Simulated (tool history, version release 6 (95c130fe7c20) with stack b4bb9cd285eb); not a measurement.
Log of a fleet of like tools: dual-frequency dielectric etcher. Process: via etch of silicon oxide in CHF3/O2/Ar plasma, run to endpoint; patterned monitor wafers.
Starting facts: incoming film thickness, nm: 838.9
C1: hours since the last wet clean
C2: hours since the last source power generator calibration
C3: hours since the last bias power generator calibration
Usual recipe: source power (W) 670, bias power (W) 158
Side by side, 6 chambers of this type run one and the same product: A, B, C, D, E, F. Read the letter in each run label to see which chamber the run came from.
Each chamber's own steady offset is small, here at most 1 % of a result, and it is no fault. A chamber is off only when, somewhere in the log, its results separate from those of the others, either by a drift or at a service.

Run 1D, hour 6.8: usual settings; C1 507.2; C2 2086.0; C3 4273.4. Result: endpoint time (s) 433.34.
Run 2A, hour 17.9: usual settings; C1 133.6; C2 2831.9; C3 2526.0. Result: endpoint time (s) 423.64.
Run 3C, hour 27.2: usual settings; C1 443.5; C2 1080.0; C3 230.4. Result: endpoint time (s) 421.99.
Run 4F, hour 36.2: usual settings; C1 354.4; C2 3141.3; C3 516.7. Result: endpoint time (s) 425.95.
Run 5B, hour 46.7: usual settings but bias power (W) 133; C1 574.1; C2 86.8; C3 1682.4. Result: endpoint time (s) 449.36.
At hour 58.9: chamber B: wet clean of the chamber.
Run 6E, hour 59.7: usual settings but bias power (W) 133; C1 169.9; C2 1158.2; C3 394.1. Result: endpoint time (s) 445.97.
Run 7C, hour 68.4: usual settings but bias power (W) 133; C1 484.7; C2 1121.2; C3 271.6. Result: endpoint time (s) 440.05.
Run 8B, hour 75.6: usual settings but bias power (W) 133; C1 16.8; C2 115.7; C3 1711.3. Result: endpoint time (s) 448.36.
Run 9A, hour 88.4: usual settings but bias power (W) 133; C1 204.1; C2 2902.4; C3 2596.5. Result: endpoint time (s) 445.41.
Run 10F, hour 98.1: usual settings but bias power (W) 133; C1 416.3; C2 3203.2; C3 578.6. Result: endpoint time (s) 448.34.
At hour 103.8: chamber C: wet clean of the chamber.
Run 11D, hour 109.8: usual settings; C1 610.2; C2 2189.0; C3 4376.4. Result: endpoint time (s) 425.91.
Run 12E, hour 122.3: usual settings; C1 232.5; C2 1220.8; C3 456.7. Result: endpoint time (s) 419.49.
Run 13B, hour 131.2: usual settings; C1 72.4; C2 171.3; C3 1766.9. Result: endpoint time (s) 427.33.
At hour 132.9: chamber D: wet clean of the chamber.
Run 14A, hour 138.4: usual settings; C1 254.1; C2 2952.4; C3 2646.5. Result: endpoint time (s) 425.18.
Run 15C, hour 150.7: usual settings; C1 46.9; C2 1203.5; C3 353.9. Result: endpoint time (s) 417.81.
Run 16F, hour 162.1: usual settings; C1 480.3; C2 3267.2; C3 642.6. Result: endpoint time (s) 419.04.
Run 17D, hour 174.2: usual settings; C1 41.4; C2 2253.4; C3 4440.8. Result: endpoint time (s) 416.66.
Run 18E, hour 182.5: usual settings; C1 292.7; C2 1281.0; C3 516.9. Result: endpoint time (s) 424.99.
Run 19A, hour 192.3: usual settings; C1 308.0; C2 3006.3; C3 2700.4. Result: endpoint time (s) 427.40.
Run 20F, hour 200.7: usual settings; C1 518.9; C2 3305.8; C3 681.2. Result: endpoint time (s) 416.42.
Run 21E, hour 207.8: usual settings; C1 318.0; C2 1306.3; C3 542.2. Result: endpoint time (s) 420.56.
At hour 214.1: chamber D: source power generator calibrated.
Run 22B, hour 214.5: usual settings; C1 155.7; C2 254.6; C3 1850.2. Result: endpoint time (s) 423.07.
At hour 217.5: chamber F: wet clean of the chamber.
Run 23D, hour 224.1: usual settings; C1 91.3; C2 10.1; C3 4490.7. Result: endpoint time (s) 422.50.
Run 24C, hour 233.1: usual settings; C1 129.3; C2 1285.9; C3 436.3. Result: endpoint time (s) 421.43.
Run 25C, hour 246.1: usual settings; C1 142.3; C2 1298.9; C3 449.3. Result: endpoint time (s) 418.46.
Run 26E, hour 258.9: usual settings; C1 369.1; C2 1357.4; C3 593.3. Result: endpoint time (s) 422.64.
Run 27B, hour 265.8: usual settings; C1 207.0; C2 305.9; C3 1901.5. Result: endpoint time (s) 431.53.
Run 28A, hour 274.3: usual settings; C1 390.0; C2 3088.3; C3 2782.4. Result: endpoint time (s) 426.96.
Run 29F, hour 285.0: usual settings; C1 67.5; C2 3390.1; C3 765.5. Result: endpoint time (s) 418.89.
Run 30D, hour 292.2: usual settings but source power (W) 760, bias power (W) 137; C1 159.4; C2 78.2; C3 4558.8. Result: endpoint time (s) 423.61.
At hour 299.3: chamber A: wet clean of the chamber.
At hour 302.8: chamber E: wet clean of the chamber.
Run 31E, hour 303.3: usual settings but source power (W) 760, bias power (W) 137; C1 0.6; C2 1401.8; C3 637.7. Result: endpoint time (s) 421.30.
Run 32C, hour 313.1: usual settings but source power (W) 760, bias power (W) 137; C1 209.3; C2 1365.9; C3 516.3. Result: endpoint time (s) 414.62.
Run 33F, hour 320.8: usual settings but source power (W) 760, bias power (W) 137; C1 103.3; C2 3425.9; C3 801.3. Result: endpoint time (s) 420.57.
Run 34B, hour 333.3: usual settings but source power (W) 760, bias power (W) 137; C1 274.5; C2 373.4; C3 1969.0. Result: endpoint time (s) 421.39.
Run 35D, hour 343.9: usual settings but source power (W) 760, bias power (W) 137; C1 211.1; C2 129.9; C3 4610.5. Result: endpoint time (s) 427.21.
Run 36A, hour 353.5: usual settings; C1 54.3; C2 3167.5; C3 2861.6. Result: endpoint time (s) 429.15.
Run 37B, hour 360.8: usual settings; C1 302.0; C2 400.9; C3 1996.5. Result: endpoint time (s) 413.64.
Run 38D, hour 371.3: usual settings; C1 238.5; C2 157.3; C3 4637.9. Result: endpoint time (s) 417.05.
Run 39A, hour 383.7: usual settings; C1 84.5; C2 3197.7; C3 2891.8. Result: endpoint time (s) 427.85.
Run 40E, hour 393.5: usual settings but source power (W) 590, bias power (W) 120; C1 90.8; C2 1492.0; C3 727.9. Result: endpoint time (s) 485.83.
Run 41F, hour 400.6: usual settings but source power (W) 590, bias power (W) 120; C1 183.1; C2 3505.7; C3 881.1. Result: endpoint time (s) 489.63.
Run 42C, hour 408.8: usual settings but source power (W) 590, bias power (W) 120; C1 305.0; C2 1461.6; C3 612.0. Result: endpoint time (s) 476.61.
Run 43F, hour 416.4: usual settings but source power (W) 590, bias power (W) 120; C1 198.9; C2 3521.5; C3 896.9. Result: endpoint time (s) 485.71.

All 6 chambers run these settings next. Forecast each chamber's results:
Run 44A, hour 425.9: usual settings but source power (W) 540. Result: endpoint time (s) ?.
Run 44B, hour 425.9: usual settings but source power (W) 540. Result: endpoint time (s) ?.
Run 44C, hour 425.9: usual settings but source power (W) 540. Result: endpoint time (s) ?.
Run 44D, hour 425.9: usual settings but source power (W) 540. Result: endpoint time (s) ?.
Run 44E, hour 425.9: usual settings but source power (W) 540. Result: endpoint time (s) ?.
Run 44F, hour 425.9: usual settings but source power (W) 540. Result: endpoint time (s) ?.

run  endpoint time (s)
44A             467.31
44B             455.43
44C             450.82
44D             461.03
44E             456.63
44F             459.60
